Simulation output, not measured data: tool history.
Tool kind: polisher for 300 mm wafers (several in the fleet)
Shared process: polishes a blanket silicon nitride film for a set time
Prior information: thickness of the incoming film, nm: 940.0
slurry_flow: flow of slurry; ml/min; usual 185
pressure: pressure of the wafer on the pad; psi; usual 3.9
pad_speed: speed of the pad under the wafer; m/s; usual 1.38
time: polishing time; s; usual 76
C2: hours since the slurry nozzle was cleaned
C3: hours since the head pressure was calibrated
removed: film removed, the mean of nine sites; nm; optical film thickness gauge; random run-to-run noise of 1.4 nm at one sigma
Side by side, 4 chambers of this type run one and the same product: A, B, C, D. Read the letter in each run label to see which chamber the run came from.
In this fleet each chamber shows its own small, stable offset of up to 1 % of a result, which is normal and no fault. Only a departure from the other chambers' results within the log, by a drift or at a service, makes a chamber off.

{"day": 0.004, "done": "chamber C: worn pad replaced by a new one"}
{"day": 0.067, "done": "chamber B: head pressure recalibrated"}
{"day": 0.183, "done": "chamber D: slurry nozzle cleaned"}
{"day": 0.233, "done": "chamber D: worn pad replaced by a new one"}
{"run": "1D", "day": 0.283, "slurry_flow": 185, "pressure": 3.9, "pad_speed": 1.38, "time": 76, "wafers polished on this pad": 11, "C2": 2.4, "C3": 690.4, "removed": 154.63}
{"run": "2C", "day": 0.654, "slurry_flow": 185, "pressure": 3.9, "pad_speed": 1.38, "time": 76, "wafers polished on this pad": 149, "C2": 558.0, "C3": 1057.8, "removed": 154.75}
{"day": 0.667, "done": "chamber B: worn pad replaced by a new one"}
{"run": "3A", "day": 1.004, "slurry_flow": 185, "pressure": 3.9, "pad_speed": 1.38, "time": 76, "wafers polished on this pad": 306, "C2": 226.7, "C3": 208.7, "removed": 153.64}
{"run": "4B", "day": 1.238, "slurry_flow": 185, "pressure": 3.9, "pad_speed": 1.38, "time": 76, "wafers polished on this pad": 130, "C2": 222.2, "C3": 28.2, "removed": 154.79}
{"run": "5B", "day": 1.562, "slurry_flow": 185, "pressure": 3.9, "pad_speed": 1.68, "time": 76, "wafers polished on this pad": 205, "C2": 230.0, "C3": 36.0, "removed": 179.68}
{"run": "6D", "day": 1.888, "slurry_flow": 185, "pressure": 3.9, "pad_speed": 1.68, "time": 76, "wafers polished on this pad": 378, "C2": 40.9, "C3": 728.9, "removed": 179.85}
{"run": "7A", "day": 2.146, "slurry_flow": 185, "pressure": 3.9, "pad_speed": 1.68, "time": 76, "wafers polished on this pad": 567, "C2": 254.1, "C3": 236.1, "removed": 177.52}
{"day": 2.212, "done": "chamber A: worn pad replaced by a new one"}
{"day": 2.371, "done": "chamber C: worn pad replaced by a new one"}
{"run": "8C", "day": 2.504, "slurry_flow": 185, "pressure": 3.9, "pad_speed": 1.68, "time": 76, "wafers polished on this pad": 30, "C2": 602.4, "C3": 1102.2, "removed": 178.65}
{"run": "9A", "day": 2.692, "slurry_flow": 185, "pressure": 3.9, "pad_speed": 1.38, "time": 76, "wafers polished on this pad": 109, "C2": 267.2, "C3": 249.2, "removed": 153.2}
{"day": 2.788, "done": "chamber D: worn pad replaced by a new one"}
{"run": "10D", "day": 2.888, "slurry_flow": 185, "pressure": 3.9, "pad_speed": 1.38, "time": 76, "wafers polished on this pad": 23, "C2": 64.9, "C3": 752.9, "removed": 154.07}
{"day": 3.129, "done": "chamber B: worn pad replaced by a new one"}
{"run": "11C", "day": 3.258, "slurry_flow": 185, "pressure": 5.1, "pad_speed": 1.38, "time": 97, "wafers polished on this pad": 203, "C2": 620.5, "C3": 1120.3, "removed": 257.79}
{"run": "12B", "day": 3.546, "slurry_flow": 185, "pressure": 5.1, "pad_speed": 1.38, "time": 97, "wafers polished on this pad": 95, "C2": 277.6, "C3": 83.6, "removed": 256.58}
{"run": "13D", "day": 3.829, "slurry_flow": 185, "pressure": 5.1, "pad_speed": 1.38, "time": 97, "wafers polished on this pad": 238, "C2": 87.5, "C3": 775.5, "removed": 257.5}
{"day": 3.95, "done": "chamber D: head pressure recalibrated"}
{"run": "14A", "day": 4.004, "slurry_flow": 185, "pressure": 5.1, "pad_speed": 1.38, "time": 97, "wafers polished on this pad": 409, "C2": 298.7, "C3": 280.7, "removed": 258.64}
{"run": "15B", "day": 4.233, "slurry_flow": 185, "pressure": 3.9, "pad_speed": 1.38, "time": 76, "wafers polished on this pad": 252, "C2": 294.1, "C3": 100.1, "removed": 154.83}
{"day": 4.404, "done": "chamber C: worn pad replaced by a new one"}
{"run": "16C", "day": 4.608, "slurry_flow": 185, "pressure": 3.9, "pad_speed": 1.38, "time": 76, "wafers polished on this pad": 47, "C2": 652.9, "C3": 1152.7, "removed": 151.43}
{"day": 4.642, "done": "chamber B: slurry nozzle cleaned"}
{"run": "17A", "day": 4.912, "slurry_flow": 185, "pressure": 3.9, "pad_speed": 1.38, "time": 76, "wafers polished on this pad": 617, "C2": 320.5, "C3": 302.5, "removed": 155.56}
{"day": 5.129, "done": "chamber D: worn pad replaced by a new one"}
{"day": 5.162, "done": "chamber A: worn pad replaced by a new one"}
{"run": "18D", "day": 5.258, "slurry_flow": 145, "pressure": 3.9, "pad_speed": 1.54, "time": 76, "wafers polished on this pad": 29, "C2": 121.8, "C3": 31.5, "removed": 159.2}
{"day": 5.525, "done": "chamber B: worn pad replaced by a new one"}
{"run": "19C", "day": 5.554, "slurry_flow": 145, "pressure": 3.9, "pad_speed": 1.54, "time": 76, "wafers polished on this pad": 263, "C2": 675.6, "C3": 1175.4, "removed": 162.0}
{"run": "20B", "day": 5.8, "slurry_flow": 145, "pressure": 3.9, "pad_speed": 1.54, "time": 76, "wafers polished on this pad": 63, "C2": 27.9, "C3": 137.7, "removed": 164.41}
{"run": "21D", "day": 6.117, "slurry_flow": 145, "pressure": 3.9, "pad_speed": 1.54, "time": 76, "wafers polished on this pad": 225, "C2": 142.4, "C3": 52.1, "removed": 163.04}
{"run": "22B", "day": 6.429, "slurry_flow": 185, "pressure": 3.9, "pad_speed": 1.38, "time": 76, "wafers polished on this pad": 207, "C2": 43.0, "C3": 152.8, "removed": 152.33}
{"day": 6.596, "done": "chamber C: worn pad replaced by a new one"}
{"run": "23A", "day": 6.733, "slurry_flow": 185, "pressure": 3.9, "pad_speed": 1.38, "time": 76, "wafers polished on this pad": 359, "C2": 364.2, "C3": 346.2, "removed": 152.35}
{"run": "24C", "day": 6.921, "slurry_flow": 185, "pressure": 3.9, "pad_speed": 1.38, "time": 76, "wafers polished on this pad": 74, "C2": 708.4, "C3": 1208.2, "removed": 154.21}
{"run": "25D", "day": 7.196, "slurry_flow": 185, "pressure": 3.9, "pad_speed": 1.38, "time": 76, "wafers polished on this pad": 472, "C2": 168.3, "C3": 78.0, "removed": 155.6}
{"day": 7.292, "done": "chamber D: worn pad replaced by a new one"}
{"day": 7.562, "done": "chamber C: head pressure recalibrated"}
{"run": "26B", "day": 7.588, "slurry_flow": 185, "pressure": 3.9, "pad_speed": 1.38, "time": 76, "wafers polished on this pad": 472, "C2": 70.8, "C3": 180.6, "removed": 151.77}
{"run": "27C", "day": 7.771, "slurry_flow": 185, "pressure": 3.9, "pad_speed": 1.38, "time": 76, "wafers polished on this pad": 268, "C2": 728.8, "C3": 5.0, "removed": 138.76}
{"day": 7.958, "done": "chamber A: worn pad replaced by a new one"}
{"run": "28A", "day": 7.962, "slurry_flow": 185, "pressure": 3.9, "pad_speed": 1.8, "time": 76, "wafers polished on this pad": 1, "C2": 393.7, "C3": 375.7, "removed": 190.01}
{"day": 8.254, "done": "chamber B: worn pad replaced by a new one"}
{"run": "29A", "day": 8.292, "slurry_flow": 185, "pressure": 3.9, "pad_speed": 1.8, "time": 76, "wafers polished on this pad": 76, "C2": 401.6, "C3": 383.6, "removed": 192.43}
{"day": 8.508, "done": "chamber C: slurry nozzle cleaned"}
{"run": "30C", "day": 8.521, "slurry_flow": 185, "pressure": 3.9, "pad_speed": 1.8, "time": 76, "wafers polished on this pad": 440, "C2": 0.4, "C3": 23.0, "removed": 171.22}
{"run": "31B", "day": 8.75, "slurry_flow": 185, "pressure": 3.9, "pad_speed": 1.8, "time": 76, "wafers polished on this pad": 113, "C2": 98.7, "C3": 208.5, "removed": 190.81}
{"run": "32D", "day": 8.962, "slurry_flow": 185, "pressure": 3.9, "pad_speed": 1.38, "time": 76, "wafers polished on this pad": 382, "C2": 210.7, "C3": 120.4, "removed": 151.96}
{"day": 9.104, "done": "chamber C: worn pad replaced by a new one"}
{"run": "33B", "day": 9.3, "slurry_flow": 185, "pressure": 3.9, "pad_speed": 1.38, "time": 76, "wafers polished on this pad": 239, "C2": 111.9, "C3": 221.7, "removed": 156.31}
{"run": "34C", "day": 9.546, "slurry_flow": 185, "pressure": 3.9, "pad_speed": 1.38, "time": 76, "wafers polished on this pad": 101, "C2": 25.0, "C3": 47.6, "removed": 138.35}
{"day": 9.833, "done": "chamber D: worn pad replaced by a new one"}
{"day": 9.842, "done": "chamber D: slurry nozzle cleaned"}
{"run": "35A", "day": 9.883, "slurry_flow": 185, "pressure": 3.9, "pad_speed": 1.38, "time": 76, "wafers polished on this pad": 440, "C2": 439.8, "C3": 421.8, "removed": 152.89}
{"day": 10.054, "done": "chamber A: head pressure recalibrated"}
{"run": "36D", "day": 10.246, "slurry_flow": 185, "pressure": 3.9, "pad_speed": 1.38, "time": 76, "wafers polished on this pad": 94, "C2": 9.7, "C3": 151.2, "removed": 157.09}
{"day": 10.404, "done": "chamber A: worn pad replaced by a new one"}
{"run": "37A", "day": 10.496, "slurry_flow": 185, "pressure": 3.9, "pad_speed": 1.38, "time": 76, "wafers polished on this pad": 21, "C2": 454.5, "C3": 10.6, "removed": 154.31}
{"day": 10.833, "done": "chamber B: worn pad replaced by a new one"}
{"run": "38C", "day": 10.9, "slurry_flow": 185, "pressure": 3.9, "pad_speed": 1.38, "time": 76, "wafers polished on this pad": 411, "C2": 57.5, "C3": 80.1, "removed": 139.11}
{"run": "39B", "day": 11.204, "slurry_flow": 185, "pressure": 3.9, "pad_speed": 1.38, "time": 76, "wafers polished on this pad": 85, "C2": 157.6, "C3": 267.4, "removed": 155.39}
{"day": 11.354, "done": "chamber C: worn pad replaced by a new one"}
{"run": "40D", "day": 11.492, "slurry_flow": 185, "pressure": 3.9, "pad_speed": 1.38, "time": 76, "wafers polished on this pad": 379, "C2": 39.6, "C3": 181.1, "removed": 156.59}
{"run": "41C", "day": 11.696, "slurry_flow": 185, "pressure": 3.9, "pad_speed": 1.38, "time": 76, "wafers polished on this pad": 78, "C2": 76.6, "C3": 99.2, "removed": 136.61}

Next, all 4 chambers run the settings below, one line each with question marks for the results. What does each chamber give?
{"run": "42A", "day": 11.979, "slurry_flow": 185, "pressure": 3.9, "pad_speed": 0.98, "time": 76, "removed": "?"}
{"run": "42B", "day": 11.979, "slurry_flow": 185, "pressure": 3.9, "pad_speed": 0.98, "time": 76, "removed": "?"}
{"run": "42C", "day": 11.979, "slurry_flow": 185, "pressure": 3.9, "pad_speed": 0.98, "time": 76, "removed": "?"}
{"run": "42D", "day": 11.979, "slurry_flow": 185, "pressure": 3.9, "pad_speed": 0.98, "time": 76, "removed": "?"}

run=42A removed=116.50
run=42B removed=117.57
run=42C removed=104.16
run=42D removed=117.36
